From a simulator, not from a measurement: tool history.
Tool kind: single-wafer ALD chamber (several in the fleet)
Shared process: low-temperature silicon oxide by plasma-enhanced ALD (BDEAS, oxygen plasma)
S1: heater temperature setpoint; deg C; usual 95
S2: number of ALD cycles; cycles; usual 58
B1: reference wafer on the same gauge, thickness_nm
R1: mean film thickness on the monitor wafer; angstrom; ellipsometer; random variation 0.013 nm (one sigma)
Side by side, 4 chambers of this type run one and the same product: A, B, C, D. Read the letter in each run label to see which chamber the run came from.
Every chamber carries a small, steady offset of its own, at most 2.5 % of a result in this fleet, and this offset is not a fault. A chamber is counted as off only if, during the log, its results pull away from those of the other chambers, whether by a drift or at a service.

run   hour   S1  S2      B1      R1
 1D    4.5   95  58  7.1693  84.661
 2B    6.8   95  58  7.1740  84.321
 3C   10.2   95  58  7.1734  82.695
 4A   12.8   95  58  7.1739  84.285
 5D   16.5   95  58  7.1760  84.636
 6B   21.5   95  58  7.1800  84.505
 7A   26.5   95  58  7.1820  84.026
 8C   29.0   95  58  7.1805  82.581
 9B   33.3   95  58  7.1820  84.466
10A   37.6   95  58  7.1838  84.171
11D   40.3   95  58  7.1840  84.746
12C   43.4   95  58  7.1849  82.631
13B   46.5   95  58  7.1863  84.490
14D   49.2   95  58  7.1902  85.096
15C   52.1   95  58  7.1894  82.571
16A   57.0   95  58  7.1949  84.284
17A   60.2   95  58  7.1915  84.250
18B   64.5   95  58  7.1931  84.671
19C   67.1   95  58  7.1931  82.908
20D   69.6   95  58  7.1963  84.717
21B   74.6   95  58  7.1960  84.430
22C   77.6   95  58  7.1985  82.881
23A   80.0   95  58  7.1989  84.313
24D   84.1  101  50  7.1980  71.880
25D   88.8  101  50  7.2009  72.034
26B   92.7  101  50  7.2020  71.535
27A   97.4  101  50  7.2072  71.243
28C  100.5   95  58  7.2071  82.932
29D  103.3   95  58  7.2108  85.104
30C  108.2   95  58  7.2081  82.900
31A  111.1   95  58  7.2106  84.255
32B  114.9   95  58  7.2116  84.788
33B  119.6   95  58  7.2137  84.760

Is one chamber off against the others, does the gauge drift, or is nothing wrong? If a chamber is off, say which, and what the likeliest cause is.

No chamber is off; the gauge reading every chamber's wafers drifts, which makes the whole fleet appear to move together.
Most likely cause: gauge reads high (%) = 0.635.
